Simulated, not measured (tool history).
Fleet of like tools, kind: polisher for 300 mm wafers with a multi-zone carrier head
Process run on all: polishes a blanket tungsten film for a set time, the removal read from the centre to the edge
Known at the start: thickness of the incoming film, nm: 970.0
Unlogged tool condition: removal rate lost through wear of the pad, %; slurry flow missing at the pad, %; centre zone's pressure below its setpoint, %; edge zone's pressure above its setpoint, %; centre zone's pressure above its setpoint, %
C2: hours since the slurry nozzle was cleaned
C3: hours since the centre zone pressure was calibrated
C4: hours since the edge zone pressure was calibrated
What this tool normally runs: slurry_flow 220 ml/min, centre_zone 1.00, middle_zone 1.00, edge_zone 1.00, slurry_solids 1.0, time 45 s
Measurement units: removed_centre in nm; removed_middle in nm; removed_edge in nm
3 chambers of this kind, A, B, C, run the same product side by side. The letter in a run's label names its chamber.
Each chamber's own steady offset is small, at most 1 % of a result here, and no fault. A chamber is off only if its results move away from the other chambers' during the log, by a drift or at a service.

Run 1B, day 0.275: usual settings; wafers polished on this pad 812; C2 264.7; C3 1218.1; C4 36.3. Result: removed_centre 235.18 nm, removed_middle 236.42 nm, removed_edge 238.93 nm.
Run 2C, day 0.458: usual settings; wafers polished on this pad 702; C2 63.5; C3 40.7; C4 1188.4. Result: removed_centre 236.92 nm, removed_middle 237.23 nm, removed_edge 238.19 nm.
At day 0.521: chamber B: worn pad replaced by a new one.
Run 3A, day 0.654: usual settings; wafers polished on this pad 756; C2 61.4; C3 261.9; C4 280.7. Result: removed_centre 237.49 nm, removed_middle 236.66 nm, removed_edge 237.57 nm.
At day 0.900: chamber A: edge zone pressure recalibrated.
Run 4C, day 0.933: usual settings; wafers polished on this pad 880; C2 74.9; C3 52.1; C4 1199.8. Result: removed_centre 228.95 nm, removed_middle 236.09 nm, removed_edge 239.96 nm.
Run 5B, day 1.200: usual settings; wafers polished on this pad 254; C2 286.9; C3 1240.3; C4 58.5. Result: removed_centre 235.17 nm, removed_middle 232.12 nm, removed_edge 238.83 nm.
Run 6A, day 1.404: usual settings; wafers polished on this pad 1036; C2 79.4; C3 279.9; C4 12.1. Result: removed_centre 235.92 nm, removed_middle 236.88 nm, removed_edge 240.61 nm.
At day 1.600: chamber B: slurry nozzle cleaned.
Run 7B, day 1.738: usual settings; wafers polished on this pad 455; C2 3.3; C3 1253.2; C4 71.4. Result: removed_centre 235.21 nm, removed_middle 237.65 nm, removed_edge 233.96 nm.
At day 2.021: chamber A: worn pad replaced by a new one.
Run 8C, day 2.075: usual settings; wafers polished on this pad 1307; C2 102.3; C3 79.5; C4 1227.2. Result: removed_centre 242.96 nm, removed_middle 231.75 nm, removed_edge 235.15 nm.
Run 9A, day 2.338: usual settings; wafers polished on this pad 118; C2 101.8; C3 302.3; C4 34.5. Result: removed_centre 238.28 nm, removed_middle 237.02 nm, removed_edge 238.63 nm.
Run 10B, day 2.638: usual settings but centre_zone 1.04, middle_zone 1.12; wafers polished on this pad 792; C2 24.9; C3 1274.8; C4 93.0. Result: removed_centre 249.54 nm, removed_middle 261.63 nm, removed_edge 236.13 nm.
Run 11A, day 2.925: usual settings but centre_zone 1.04, middle_zone 1.12; wafers polished on this pad 338; C2 115.9; C3 316.4; C4 48.6. Result: removed_centre 246.42 nm, removed_middle 265.95 nm, removed_edge 236.15 nm.
At day 3.017: chamber B: worn pad replaced by a new one.
Run 12C, day 3.271: usual settings but centre_zone 1.04, middle_zone 1.12; wafers polished on this pad 1755; C2 131.0; C3 108.2; C4 1255.9. Result: removed_centre 242.95 nm, removed_middle 254.80 nm, removed_edge 239.97 nm.
Run 13A, day 3.621: usual settings but slurry_solids 0.8; wafers polished on this pad 598; C2 132.6; C3 333.1; C4 65.3. Result: removed_centre 230.23 nm, removed_middle 227.92 nm, removed_edge 227.09 nm.
At day 3.733: chamber C: edge zone pressure recalibrated.
At day 3.800: chamber B: centre zone pressure recalibrated.
Run 14C, day 3.950: usual settings but slurry_solids 0.8; wafers polished on this pad 2009; C2 147.3; C3 124.5; C4 5.2. Result: removed_centre 222.34 nm, removed_middle 216.90 nm, removed_edge 223.22 nm.
Run 15B, day 4.283: usual settings but slurry_solids 0.8; wafers polished on this pad 474; C2 64.4; C3 11.6; C4 132.5. Result: removed_centre 223.79 nm, removed_middle 219.55 nm, removed_edge 224.25 nm.
Run 16C, day 4.475: usual settings but slurry_flow 285 ml/min; wafers polished on this pad 2205; C2 159.9; C3 137.1; C4 17.8. Result: removed_centre 235.49 nm, removed_middle 244.51 nm, removed_edge 236.37 nm.
Run 17B, day 4.825: usual settings but slurry_flow 285 ml/min; wafers polished on this pad 676; C2 77.4; C3 24.6; C4 145.5. Result: removed_centre 248.24 nm, removed_middle 244.13 nm, removed_edge 241.96 nm.
At day 5.000: chamber A: worn pad replaced by a new one.
Run 18A, day 5.050: usual settings but slurry_flow 285 ml/min; wafers polished on this pad 19; C2 166.9; C3 367.4; C4 99.6. Result: removed_centre 243.94 nm, removed_middle 241.78 nm, removed_edge 239.61 nm.
At day 5.212: chamber A: centre zone pressure recalibrated.
Run 19C, day 5.212: usual settings; wafers polished on this pad 2481; C2 177.6; C3 154.8; C4 35.5. Result: removed_centre 233.66 nm, removed_middle 231.72 nm, removed_edge 235.50 nm.
At day 5.321: chamber B: worn pad replaced by a new one.
Run 20A, day 5.488: usual settings; wafers polished on this pad 183; C2 177.4; C3 6.7; C4 110.1. Result: removed_centre 234.62 nm, removed_middle 234.49 nm, removed_edge 241.06 nm.
Run 21B, day 5.825: usual settings; wafers polished on this pad 189; C2 101.4; C3 48.6; C4 169.5. Result: removed_centre 231.90 nm, removed_middle 239.65 nm, removed_edge 240.28 nm.
Run 22C, day 6.012: usual settings but middle_zone 0.91; wafers polished on this pad 2781; C2 196.8; C3 174.0; C4 54.7. Result: removed_centre 233.40 nm, removed_middle 209.74 nm, removed_edge 233.98 nm.
Run 23A, day 6.296: usual settings but middle_zone 0.91; wafers polished on this pad 486; C2 196.8; C3 26.1; C4 129.5. Result: removed_centre 243.47 nm, removed_middle 214.18 nm, removed_edge 240.04 nm.
Run 24B, day 6.567: usual settings but middle_zone 0.91; wafers polished on this pad 466; C2 119.2; C3 66.4; C4 187.3. Result: removed_centre 234.74 nm, removed_middle 218.73 nm, removed_edge 234.39 nm.
Run 25B, day 6.846: usual settings but edge_zone 1.04, time 33 s; wafers polished on this pad 571; C2 125.9; C3 73.1; C4 194.0. Result: removed_centre 172.22 nm, removed_middle 177.50 nm, removed_edge 176.60 nm.
Run 26A, day 7.067: usual settings but edge_zone 1.04, time 33 s; wafers polished on this pad 774; C2 215.3; C3 44.6; C4 148.0. Result: removed_centre 175.46 nm, removed_middle 172.92 nm, removed_edge 180.57 nm.
Run 27C, day 7.267: usual settings but edge_zone 1.04, time 33 s; wafers polished on this pad 3250; C2 226.9; C3 204.1; C4 84.8. Result: removed_centre 170.52 nm, removed_middle 165.20 nm, removed_edge 170.20 nm.
Run 28B, day 7.471: usual settings; wafers polished on this pad 805; C2 140.9; C3 88.1; C4 209.0. Result: removed_centre 234.43 nm, removed_middle 237.26 nm, removed_edge 238.70 nm.
Run 29C, day 7.829: usual settings; wafers polished on this pad 3460; C2 240.4; C3 217.6; C4 98.3. Result: removed_centre 227.09 nm, removed_middle 222.86 nm, removed_edge 230.57 nm.
At day 7.871: chamber A: worn pad replaced by a new one.
At day 7.975: chamber B: worn pad replaced by a new one.
Run 30A, day 8.112: usual settings; wafers polished on this pad 91; C2 240.4; C3 69.7; C4 173.1. Result: removed_centre 230.59 nm, removed_middle 235.14 nm, removed_edge 235.96 nm.
Run 31C, day 8.367: usual settings; wafers polished on this pad 3662; C2 253.3; C3 230.5; C4 111.2. Result: removed_centre 227.66 nm, removed_middle 222.17 nm, removed_edge 224.92 nm.
Run 32B, day 8.683: usual settings; wafers polished on this pad 265; C2 170.0; C3 117.2; C4 238.1. Result: removed_centre 234.76 nm, removed_middle 230.41 nm, removed_edge 235.93 nm.
Run 33A, day 9.025: usual settings; wafers polished on this pad 432; C2 262.3; C3 91.6; C4 195.0. Result: removed_centre 236.26 nm, removed_middle 235.88 nm, removed_edge 240.74 nm.
Run 34C, day 9.308: usual settings but slurry_flow 280 ml/min; wafers polished on this pad 4014; C2 275.9; C3 253.1; C4 133.8. Result: removed_centre 229.14 nm, removed_middle 230.93 nm, removed_edge 226.96 nm.
Run 35A, day 9.638: usual settings but slurry_flow 280 ml/min; wafers polished on this pad 661; C2 277.0; C3 106.3; C4 209.7. Result: removed_centre 245.12 nm, removed_middle 241.48 nm, removed_edge 247.57 nm.
Run 36B, day 9.946: usual settings but slurry_flow 280 ml/min; wafers polished on this pad 738; C2 200.3; C3 147.5; C4 268.4. Result: removed_centre 241.34 nm, removed_middle 238.16 nm, removed_edge 241.99 nm.
Run 37A, day 10.121: usual settings; wafers polished on this pad 842; C2 288.6; C3 117.9; C4 221.3. Result: removed_centre 236.36 nm, removed_middle 238.64 nm, removed_edge 239.91 nm.
Run 38C, day 10.333: usual settings; wafers polished on this pad 4397; C2 300.5; C3 277.7; C4 158.4. Result: removed_centre 219.29 nm, removed_middle 222.11 nm, removed_edge 222.72 nm.
At day 10.479: chamber B: worn pad replaced by a new one.
Run 39B, day 10.683: usual settings; wafers polished on this pad 77; C2 218.0; C3 165.2; C4 286.1. Result: removed_centre 234.05 nm, removed_middle 234.41 nm, removed_edge 235.66 nm.
At day 10.721: chamber A: worn pad replaced by a new one.
Run 40A, day 10.962: usual settings; wafers polished on this pad 91; C2 308.8; C3 138.1; C4 241.5. Result: removed_centre 236.19 nm, removed_middle 236.86 nm, removed_edge 234.37 nm.
Run 41B, day 11.312: usual settings; wafers polished on this pad 312; C2 233.1; C3 180.3; C4 301.2. Result: removed_centre 234.14 nm, removed_middle 232.63 nm, removed_edge 238.20 nm.

One chamber off, gauge drift, or nothing amiss beyond the chambers' own small offsets? If it is a chamber, which one, and what is the likeliest cause?

Little by little, chamber C moves away from the other chambers.
Cause: removal rate lost through wear of the pad, % = 7.7.
Not necessarily distinguishable in this log from: slurry flow missing at the pad, %.

Below are 4 candidate recipes for chamber C's next run, each the usual settings with a change, their results shown as question marks. Which of them brings C's results back in line with what the other chambers give on the usual settings?
In line here means within this much of the mean the other chambers give on the usual settings: removed_centre 10.00 nm; removed_middle 11.00 nm; removed_edge 7.40 nm
Run 42C-1, day 11.571: usual settings but middle_zone 0.99, time 42 s. Result: removed_centre ?, removed_middle ?, removed_edge ?.
Run 42C-2, day 11.571: usual settings but time 46 s. Result: removed_centre ?, removed_middle ?, removed_edge ?.
Run 42C-3, day 11.571: usual settings but middle_zone 1.01, time 48 s. Result: removed_centre ?, removed_middle ?, removed_edge ?.
Run 42C-4, day 11.571: usual settings but time 44 s. Result: removed_centre ?, removed_middle ?, removed_edge ?.

Average result of the remaining chambers running the usual settings: removed_centre 235.99 nm; removed_middle 236.19 nm; removed_edge 238.10 nm
  run  removed_centre  removed_middle  removed_edge
42C-1          205.23          201.22        207.26
42C-2          224.79          222.45        226.97
42C-3          234.58          234.28        236.80
42C-4          215.02          212.78        217.10
42C-3 brings the chamber back in line.
